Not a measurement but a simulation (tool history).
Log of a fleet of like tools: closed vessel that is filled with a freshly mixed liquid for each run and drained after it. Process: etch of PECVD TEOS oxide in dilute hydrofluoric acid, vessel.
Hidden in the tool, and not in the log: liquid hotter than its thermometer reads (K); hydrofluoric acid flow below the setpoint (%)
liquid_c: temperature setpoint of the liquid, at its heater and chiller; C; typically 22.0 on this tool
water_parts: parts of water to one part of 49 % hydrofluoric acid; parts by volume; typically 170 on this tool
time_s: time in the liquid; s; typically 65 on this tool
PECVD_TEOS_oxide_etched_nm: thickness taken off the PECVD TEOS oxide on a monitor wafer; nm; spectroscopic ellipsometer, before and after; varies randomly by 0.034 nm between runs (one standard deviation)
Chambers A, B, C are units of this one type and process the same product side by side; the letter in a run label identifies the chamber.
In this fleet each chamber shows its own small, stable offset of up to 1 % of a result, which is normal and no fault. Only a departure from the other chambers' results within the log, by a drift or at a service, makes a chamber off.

| run | hour | liquid_c | water_parts | time_s | hours since the thermometer was replaced | hours since the hydrofluoric acid flow meter was replaced | read-back film thickness of the PECVD TEOS oxide reference wafer, read on the same gauge (nm) | PECVD_TEOS_oxide_etched_nm |
|---|---|---|---|---|---|---|---|---|
| 1A | 7.2 | 22.0 | 170 | 65 | 298.3 | 346.1 | 70.011 | 4.0355 |
| 2C | 15.6 | 22.0 | 170 | 65 | 405.3 | 1176.9 | 70.021 | 3.9615 |
| 3B | 22.8 | 22.0 | 170 | 65 | 2502.8 | 1152.3 | 70.018 | 4.0702 |
| 4A | 31.9 | 22.0 | 170 | 65 | 323.0 | 370.8 | 69.987 | 4.0380 |
| 5C | 41.0 | 22.0 | 170 | 65 | 430.7 | 1202.3 | 69.997 | 3.9720 |
| 6B | 48.0 | 22.0 | 170 | 65 | 2528.0 | 1177.5 | 70.021 | 4.0753 |
| 7B | 58.8 | 22.0 | 170 | 65 | 2538.8 | 1188.3 | 70.007 | 4.0224 |
| 8A | 67.5 | 22.0 | 170 | 65 | 358.6 | 406.4 | 70.025 | 4.0260 |
| 9C | 78.0 | 22.0 | 170 | 65 | 467.7 | 1239.3 | 70.006 | 4.0431 |
| 10A | 87.3 | 22.0 | 170 | 65 | 378.4 | 426.2 | 70.018 | 4.0247 |
| 11C | 93.6 | 22.0 | 170 | 65 | 483.3 | 1254.9 | 70.008 | 3.9887 |
| 12B | 104.5 | 22.0 | 170 | 65 | 2584.5 | 1234.0 | 70.017 | 4.0570 |
| 13C | 117.2 | 22.0 | 170 | 65 | 506.9 | 1278.5 | 69.989 | 4.0734 |
| 14A | 126.5 | 22.0 | 170 | 65 | 417.6 | 465.4 | 70.007 | 4.0125 |
| 15B | 137.1 | 22.0 | 170 | 65 | 2617.1 | 1266.6 | 69.982 | 4.0662 |
| 16A | 149.7 | 22.0 | 170 | 65 | 440.8 | 488.6 | 70.008 | 3.9938 |
| 17C | 155.7 | 22.0 | 170 | 65 | 545.4 | 1317.0 | 70.003 | 4.0634 |
| 18B | 165.9 | 22.0 | 170 | 65 | 2645.9 | 1295.4 | 69.994 | 4.0881 |
| 19B | 178.1 | 22.0 | 170 | 65 | 2658.1 | 1307.6 | 69.994 | 4.1112 |
| 20C | 185.6 | 22.0 | 170 | 65 | 575.3 | 1346.9 | 69.999 | 4.0941 |
| 21A | 196.4 | 22.0 | 170 | 65 | 487.5 | 535.3 | 69.997 | 3.9739 |
| 22B | 209.2 | 22.0 | 170 | 65 | 2689.2 | 1338.7 | 70.005 | 4.0289 |
| 23A | 219.3 | 26.0 | 170 | 85 | 510.4 | 558.2 | 69.977 | 6.1357 |
| 24C | 227.3 | 26.0 | 170 | 85 | 617.0 | 1388.6 | 69.990 | 6.2813 |
|  | 232.3 | chamber A: thermometer replaced |
| 25A | 234.8 | 26.0 | 170 | 85 | 2.6 | 573.7 | 69.988 | 6.0405 |
| 26B | 240.8 | 22.0 | 170 | 65 | 2720.8 | 1370.3 | 69.988 | 4.0212 |
| 27C | 252.6 | 22.0 | 170 | 65 | 642.3 | 1413.9 | 69.996 | 4.1481 |
| 28C | 262.7 | 22.0 | 170 | 65 | 652.4 | 1424.0 | 70.004 | 4.0435 |
| 29A | 273.9 | 22.0 | 170 | 65 | 41.7 | 612.8 | 69.987 | 4.0256 |
| 30B | 281.2 | 22.0 | 170 | 65 | 2761.2 | 1410.7 | 69.993 | 4.0588 |
| 31A | 290.0 | 22.0 | 170 | 65 | 57.8 | 628.9 | 70.018 | 4.0327 |
| 32B | 297.8 | 22.0 | 170 | 65 | 2777.8 | 1427.3 | 70.007 | 4.0576 |
| 33C | 306.7 | 22.0 | 170 | 65 | 696.4 | 1468.0 | 70.012 | 4.1922 |
| 34A | 318.2 | 22.0 | 170 | 65 | 86.0 | 657.1 | 70.023 | 4.0783 |
|  | 318.5 | chamber B: thermometer replaced |
| 35B | 324.2 | 22.0 | 170 | 65 | 5.8 | 1453.7 | 70.021 | 4.0357 |
| 36C | 333.9 | 22.0 | 170 | 65 | 723.6 | 1495.2 | 70.003 | 4.2130 |
| 37B | 346.6 | 24.5 | 125 | 65 | 28.2 | 1476.1 | 69.988 | 6.3229 |
|  | 351.6 | chamber C: hydrofluoric acid flow meter replaced |
| 38C | 357.7 | 24.5 | 125 | 65 | 747.4 | 6.1 | 70.000 | 6.5434 |
| 39A | 363.5 | 24.5 | 125 | 65 | 131.3 | 702.4 | 69.994 | 6.3383 |
|  | 364.6 | chamber B: hydrofluoric acid flow meter replaced |
| 40B | 373.5 | 22.0 | 170 | 65 | 55.1 | 9.0 | 69.995 | 4.0248 |

Each of the 3 chambers runs these same settings next. Fill in every chamber's results:
| 41A | 382.7 | 26.0 | 170 | 65 |  |  |  | ? |
| 41B | 382.7 | 26.0 | 170 | 65 |  |  |  | ? |
| 41C | 382.7 | 26.0 | 170 | 65 |  |  |  | ? |

| run | PECVD_TEOS_oxide_etched_nm |
|---|---|
| 41A | 4.7060 |
| 41B | 4.6880 |
| 41C | 4.9383 |
